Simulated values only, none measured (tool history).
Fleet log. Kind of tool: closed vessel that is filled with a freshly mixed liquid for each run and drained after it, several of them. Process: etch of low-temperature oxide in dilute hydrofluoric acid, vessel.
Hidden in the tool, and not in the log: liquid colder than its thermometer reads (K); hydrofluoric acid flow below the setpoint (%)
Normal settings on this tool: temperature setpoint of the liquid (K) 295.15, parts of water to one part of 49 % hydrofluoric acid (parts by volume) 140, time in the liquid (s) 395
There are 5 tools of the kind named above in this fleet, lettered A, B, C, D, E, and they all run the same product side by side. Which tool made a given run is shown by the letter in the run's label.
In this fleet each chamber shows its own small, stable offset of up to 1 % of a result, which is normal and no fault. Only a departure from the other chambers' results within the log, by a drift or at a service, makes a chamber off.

run	hour	temperature setpoint of the liquid (K)	parts of water to one part of 49 % hydrofluoric acid (parts by volume)	time in the liquid (s)	hours since the thermometer was replaced	hours since the hydrofluoric acid flow meter was replaced	read-back film thickness of the low-temperature oxide reference wafer, read on the same gauge (nm)	thickness taken off the low-temperature oxide on a monitor wafer (Å)
# hour 3.2: chamber E: thermometer replaced
1E	8.4	295.15	140	395	5.2	1042.4	59.997	522.86
2D	18	295.15	140	395	1473.6	788.8	59.997	516.1
3A	29.8	295.15	140	395	1420.3	124.2	59.994	528.29
4B	36.3	295.15	140	395	646.4	881.5	60.038	525.33
5C	42.9	295.15	140	395	99.1	844.3	60.003	515.78
# hour 45.8: chamber D: hydrofluoric acid flow meter replaced
6B	48.9	295.15	140	395	659	894.1	60.012	525.69
7E	56.9	292.15	105	395	53.7	1090.9	60.03	645.2
8A	68.5	292.15	105	395	1459	162.9	60.009	642.19
9D	75.1	292.15	105	395	1530.7	29.3	60.025	642.31
10C	83.6	292.15	105	395	139.8	885	60.033	631.19
11D	94	292.15	105	395	1549.6	48.2	60.004	640.43
12B	103.9	295.15	140	395	714	949.1	59.989	522.79
13E	115	295.15	140	395	111.8	1149	60.013	527
14C	123.6	295.15	140	395	179.8	925	59.972	519.95
15A	134.1	295.15	205	235	1524.6	228.5	59.994	200.08
16C	142.7	295.15	205	235	198.9	944.1	60.015	199.95
17D	154.3	295.15	205	235	1609.9	108.5	59.981	195.15
18B	164.2	295.15	205	235	774.3	1009.4	60.013	199.24
19E	174.4	295.15	205	235	171.2	1208.4	59.981	197.11
20A	185.3	295.15	140	395	1575.8	279.7	59.982	517.55
21D	194.4	295.15	140	395	1650	148.6	59.948	519.44
22C	200.3	295.15	140	395	256.5	1001.7	60	518.73
23B	208.6	295.15	110	395	818.7	1053.8	59.992	692.49
24E	218.4	295.15	110	395	215.2	1252.4	59.989	696.28
25A	227.4	295.15	110	395	1617.9	321.8	59.987	678.77
26B	238	295.15	110	395	848.1	1083.2	59.987	690.13
27D	246.3	295.15	110	395	1701.9	200.5	59.972	680.53
28A	254.7	292.65	140	395	1645.2	349.1	60.014	463.31
29C	262.1	292.65	140	395	318.3	1063.5	59.982	465.97
30E	271.4	292.65	140	395	268.2	1305.4	59.996	470.73
31E	281.3	292.65	140	395	278.1	1315.3	59.968	470.06
32B	286.5	292.65	140	395	896.6	1131.7	60.008	476.7
33C	292.1	295.15	140	395	348.3	1093.5	59.996	518.23
34D	303.4	295.15	140	395	1759	257.6	60.019	517.17
35A	312.1	295.15	140	395	1702.6	406.5	60.013	512.94
36B	323.4	295.15	140	395	933.5	1168.6	60.016	526.77
37D	328.9	295.15	140	395	1784.5	283.1	59.991	520.84
38A	337.4	295.15	140	395	1727.9	431.8	59.964	507.26
39C	343.7	295.15	140	395	399.9	1145.1	60.011	519.11
40E	354.3	295.15	140	395	351.1	1388.3	60.013	521.97
41C	362.7	299.15	140	395	418.9	1164.1	60.001	604.01
42D	369.3	299.15	140	395	1824.9	323.5	60.015	603.76
43A	375.6	299.15	140	395	1766.1	470	60.017	589.82
44E	381.2	299.15	140	395	378	1415.2	59.993	613.78

Decide between three cases: one chamber stands off from its peers, the gauge reading all wafers drifts, or nothing is wrong past each chamber's small offset. Where a chamber is off, say which and what most likely put it there.

It is chamber A that slowly wanders off from its peers.
What lies behind it: liquid colder than its thermometer reads (K) = 1.18.
The log may not tell that from: hydrofluoric acid flow below the setpoint (%).

Here are 4 candidates for chamber A's next run, each the usual settings with a change, their results left as question marks. Which one brings its results back in line with what the others give on the usual settings?
Allowed miss from the other chambers' usual-settings mean, per result, to count as in line: thickness taken off the low-temperature oxide on a monitor wafer (Å) 8.3
45A-1	389.8	297.15	140	395				?
45A-2	389.8	295.15	145	380				?
45A-3	389.8	295.15	145	395				?
45A-4	389.8	296.15	140	395				?

The mean the other chambers reach with the usual settings: thickness taken off the low-temperature oxide on a monitor wafer (Å) 521.8
run	thickness taken off the low-temperature oxide on a monitor wafer (Å)
45A-1	542.55
45A-2	463.74
45A-3	482.04
45A-4	521.73
With 45A-4, the chamber falls back in line with the rest.
